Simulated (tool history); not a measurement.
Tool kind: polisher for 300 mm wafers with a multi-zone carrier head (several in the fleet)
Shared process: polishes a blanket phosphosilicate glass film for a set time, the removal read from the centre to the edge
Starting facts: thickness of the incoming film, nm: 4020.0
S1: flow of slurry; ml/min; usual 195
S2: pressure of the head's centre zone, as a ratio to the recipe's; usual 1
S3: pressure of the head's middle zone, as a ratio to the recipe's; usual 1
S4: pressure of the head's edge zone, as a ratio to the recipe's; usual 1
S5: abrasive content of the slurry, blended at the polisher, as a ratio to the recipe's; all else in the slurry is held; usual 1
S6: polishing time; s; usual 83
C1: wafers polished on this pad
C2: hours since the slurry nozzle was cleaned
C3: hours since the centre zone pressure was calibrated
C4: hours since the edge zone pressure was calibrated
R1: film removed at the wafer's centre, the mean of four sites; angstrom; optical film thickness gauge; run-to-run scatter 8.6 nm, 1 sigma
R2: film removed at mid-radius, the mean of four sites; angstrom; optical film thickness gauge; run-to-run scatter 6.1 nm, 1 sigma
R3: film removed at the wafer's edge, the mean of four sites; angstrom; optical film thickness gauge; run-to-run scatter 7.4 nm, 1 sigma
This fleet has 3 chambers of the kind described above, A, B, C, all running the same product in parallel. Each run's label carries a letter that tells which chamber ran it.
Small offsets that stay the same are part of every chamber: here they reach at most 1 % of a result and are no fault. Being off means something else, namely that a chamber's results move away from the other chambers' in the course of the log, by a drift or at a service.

Run 1C, hour 6.8: usual settings; C1 768; C2 236.6; C3 991.5; C4 84.3. Result: R1 8215 angstrom, R2 8367.6 angstrom, R3 8297.2 angstrom.
Run 2A, hour 11.1: usual settings; C1 694; C2 102.2; C3 324.9; C4 179.2. Result: R1 8215.7 angstrom, R2 8438.8 angstrom, R3 8418.8 angstrom.
Run 3B, hour 16.6: usual settings; C1 629; C2 94.7; C3 315.6; C4 818.6. Result: R1 8348.9 angstrom, R2 8389.2 angstrom, R3 8304.7 angstrom.
At hour 18.5: chamber B: worn pad replaced by a new one.
Run 4B, hour 26.1: usual settings; C1 87; C2 104.2; C3 325.1; C4 828.1. Result: R1 8448.6 angstrom, R2 8343.4 angstrom, R3 8444.4 angstrom.
At hour 29.8: chamber A: worn pad replaced by a new one.
Run 5A, hour 32.8: usual settings; C1 35; C2 123.9; C3 346.6; C4 200.9. Result: R1 8300.2 angstrom, R2 8338.2 angstrom, R3 8531.9 angstrom.
At hour 36.8: chamber C: slurry nozzle cleaned.
Run 6C, hour 37.8: usual settings but S3 1.04, S5 0.75; C1 1124; C2 1; C3 1022.5; C4 115.3. Result: R1 7257.2 angstrom, R2 7551.7 angstrom, R3 7196.1 angstrom.
Run 7C, hour 43.1: usual settings but S3 1.04, S5 0.75; C1 1184; C2 6.3; C3 1027.8; C4 120.6. Result: R1 7098.8 angstrom, R2 7530.3 angstrom, R3 7282.9 angstrom.
Run 8A, hour 49.5: usual settings but S3 1.04, S5 0.75; C1 226; C2 140.6; C3 363.3; C4 217.6. Result: R1 7234 angstrom, R2 7497.3 angstrom, R3 7302.8 angstrom.
Run 9B, hour 58: usual settings; C1 453; C2 136.1; C3 357; C4 860. Result: R1 8291.5 angstrom, R2 8330.5 angstrom, R3 8358.5 angstrom.
At hour 62.1: chamber C: worn pad replaced by a new one.
Run 10B, hour 66.9: usual settings; C1 555; C2 145; C3 365.9; C4 868.9. Result: R1 8334 angstrom, R2 8383 angstrom, R3 8507.7 angstrom.
At hour 68.4: chamber B: worn pad replaced by a new one.
Run 11C, hour 71.6: usual settings; C1 109; C2 34.8; C3 1056.3; C4 149.1. Result: R1 8310.5 angstrom, R2 8365.9 angstrom, R3 8483.4 angstrom.
Run 12A, hour 81.1: usual settings; C1 588; C2 172.2; C3 394.9; C4 249.2. Result: R1 8341.5 angstrom, R2 8446.6 angstrom, R3 8412.2 angstrom.
Run 13B, hour 86.9: usual settings; C1 212; C2 165; C3 385.9; C4 888.9. Result: R1 8265.1 angstrom, R2 8449.1 angstrom, R3 8525.5 angstrom.
Run 14C, hour 91.8: usual settings; C1 340; C2 55; C3 1076.5; C4 169.3. Result: R1 8214.2 angstrom, R2 8353 angstrom, R3 8391.8 angstrom.
Run 15A, hour 98.8: usual settings; C1 791; C2 189.9; C3 412.6; C4 266.9. Result: R1 8385.9 angstrom, R2 8375.2 angstrom, R3 8344.3 angstrom.
Run 16A, hour 103.4: usual settings; C1 843; C2 194.5; C3 417.2; C4 271.5. Result: R1 8236.4 angstrom, R2 8368.7 angstrom, R3 8515.9 angstrom.
At hour 105.9: chamber A: worn pad replaced by a new one.
Run 17B, hour 111.9: usual settings; C1 498; C2 190; C3 410.9; C4 913.9. Result: R1 8162.1 angstrom, R2 8266 angstrom, R3 8366.8 angstrom.
At hour 116.8: chamber B: worn pad replaced by a new one.
Run 18C, hour 119.4: usual settings but S4 0.91; C1 657; C2 82.6; C3 1104.1; C4 196.9. Result: R1 8335.3 angstrom, R2 8290.1 angstrom, R3 7993.4 angstrom.
Run 19B, hour 128.1: usual settings but S4 0.91; C1 130; C2 206.2; C3 427.1; C4 930.1. Result: R1 7898.1 angstrom, R2 8458.5 angstrom, R3 8149.7 angstrom.
Run 20C, hour 133.7: usual settings but S4 0.91; C1 820; C2 96.9; C3 1118.4; C4 211.2. Result: R1 8431.4 angstrom, R2 8367.5 angstrom, R3 8008 angstrom.
At hour 135.7: chamber A: slurry nozzle cleaned.
Run 21A, hour 139.1: usual settings; C1 380; C2 3.4; C3 452.9; C4 307.2. Result: R1 8223.6 angstrom, R2 8443.7 angstrom, R3 8466 angstrom.
Run 22A, hour 148.7: usual settings; C1 490; C2 13; C3 462.5; C4 316.8. Result: R1 8328 angstrom, R2 8465.8 angstrom, R3 8422.2 angstrom.
Run 23B, hour 153.3: usual settings; C1 418; C2 231.4; C3 452.3; C4 955.3. Result: R1 7974.7 angstrom, R2 8258.5 angstrom, R3 8406.8 angstrom.
Run 24C, hour 158.2: usual settings; C1 1101; C2 121.4; C3 1142.9; C4 235.7. Result: R1 8252.3 angstrom, R2 8301.3 angstrom, R3 8272.5 angstrom.
Run 25B, hour 162.6: usual settings but S5 1.2; C1 525; C2 240.7; C3 461.6; C4 964.6. Result: R1 8533 angstrom, R2 9032.8 angstrom, R3 9135.3 angstrom.
Run 26C, hour 168.9: usual settings but S5 1.2; C1 1224; C2 132.1; C3 1153.6; C4 246.4. Result: R1 8940 angstrom, R2 8973.1 angstrom, R3 9072.1 angstrom.
At hour 172.7: chamber B: worn pad replaced by a new one.
At hour 173.5: chamber A: worn pad replaced by a new one.
Run 27A, hour 175.6: usual settings but S5 1.2; C1 25; C2 39.9; C3 489.4; C4 343.7. Result: R1 8839.6 angstrom, R2 9055.1 angstrom, R3 9078.4 angstrom.
At hour 176.1: chamber C: centre zone pressure recalibrated.
At hour 182: chamber C: worn pad replaced by a new one.
Run 28A, hour 183.6: usual settings; C1 116; C2 47.9; C3 497.4; C4 351.7. Result: R1 8181.1 angstrom, R2 8486.3 angstrom, R3 8418.5 angstrom.
Run 29B, hour 188.4: usual settings; C1 180; C2 266.5; C3 487.4; C4 990.4. Result: R1 7661.3 angstrom, R2 8446 angstrom, R3 8285.4 angstrom.
Run 30C, hour 197.4: usual settings but S5 1.1; C1 177; C2 160.6; C3 21.3; C4 274.9. Result: R1 8476.4 angstrom, R2 8687.3 angstrom, R3 8723.8 angstrom.
Run 31B, hour 204.8: usual settings but S5 1.1; C1 368; C2 282.9; C3 503.8; C4 1006.8. Result: R1 7904.1 angstrom, R2 8728.3 angstrom, R3 8738.3 angstrom.
Run 32C, hour 211.8: usual settings but S5 1.1; C1 342; C2 175; C3 35.7; C4 289.3. Result: R1 8662.1 angstrom, R2 8642.4 angstrom, R3 8781.5 angstrom.
Run 33A, hour 220.9: usual settings; C1 544; C2 85.2; C3 534.7; C4 389. Result: R1 8292 angstrom, R2 8309.9 angstrom, R3 8564 angstrom.
Run 34B, hour 228.4: usual settings; C1 639; C2 306.5; C3 527.4; C4 1030.4. Result: R1 7588.5 angstrom, R2 8409.1 angstrom, R3 8337.1 angstrom.
At hour 228.8: chamber B: worn pad replaced by a new one.
Run 35C, hour 233.8: usual settings; C1 594; C2 197; C3 57.7; C4 311.3. Result: R1 8278.4 angstrom, R2 8352.1 angstrom, R3 8345 angstrom.
Run 36A, hour 243.2: usual settings; C1 799; C2 107.5; C3 557; C4 411.3. Result: R1 8270.5 angstrom, R2 8380.9 angstrom, R3 8311.9 angstrom.
Run 37B, hour 247.4: usual settings but S2 0.96, S5 1.2; C1 213; C2 325.5; C3 546.4; C4 1049.4. Result: R1 7572.5 angstrom, R2 9199.9 angstrom, R3 9052.5 angstrom.
At hour 251.5: chamber A: worn pad replaced by a new one.
Run 38A, hour 254.8: usual settings but S2 0.96, S5 1.2; C1 38; C2 119.1; C3 568.6; C4 422.9. Result: R1 8555.3 angstrom, R2 9005.6 angstrom, R3 9124 angstrom.

Does one chamber stand apart from the rest, does the shared gauge drift, or is all well apart from small per-chamber offsets? Give the chamber and the most likely cause, where there is one.

Little by little, chamber B moves away from the other chambers.
Cause: centre zone's pressure below its setpoint, % = 11.5.

Here are 4 candidates for chamber B's next run, each the usual settings with a change, their results left as question marks. Which one brings its results back in line with what the others give on the usual settings?
A result is in line if it is within this distance of the other chambers' mean on the usual settings: R1 300 angstrom; R2 210 angstrom; R3 260 angstrom
Run 39B-1, hour 261.7: usual settings but S1 190 ml/min, S2 0.9, S3 1.02, S4 1.03, S6 82 s. Result: R1 ?, R2 ?, R3 ?.
Run 39B-2, hour 261.7: usual settings but S1 200 ml/min, S2 1.1, S3 0.98, S4 0.97, S6 84 s. Result: R1 ?, R2 ?, R3 ?.
Run 39B-3, hour 261.7: usual settings but S1 185 ml/min, S2 0.84, S3 1.03, S4 1.06, S6 82 s. Result: R1 ?, R2 ?, R3 ?.
Run 39B-4, hour 261.7: usual settings but S1 210 ml/min, S2 1.16, S3 0.97, S4 0.94, S6 85 s. Result: R1 ?, R2 ?, R3 ?.

The other chambers' mean on the usual settings: R1 8285.4 angstrom; R2 8374.2 angstrom; R3 8391 angstrom
  run      R1      R2      R3
39B-1  6412.7  8388.8  8416.7
39B-2  8254.9    8345  8404.1
39B-3  5911.9  8430.1  8521.2
39B-4  8916.8  8423.3    8411
39B-2 puts the chamber back in line with the other chambers.

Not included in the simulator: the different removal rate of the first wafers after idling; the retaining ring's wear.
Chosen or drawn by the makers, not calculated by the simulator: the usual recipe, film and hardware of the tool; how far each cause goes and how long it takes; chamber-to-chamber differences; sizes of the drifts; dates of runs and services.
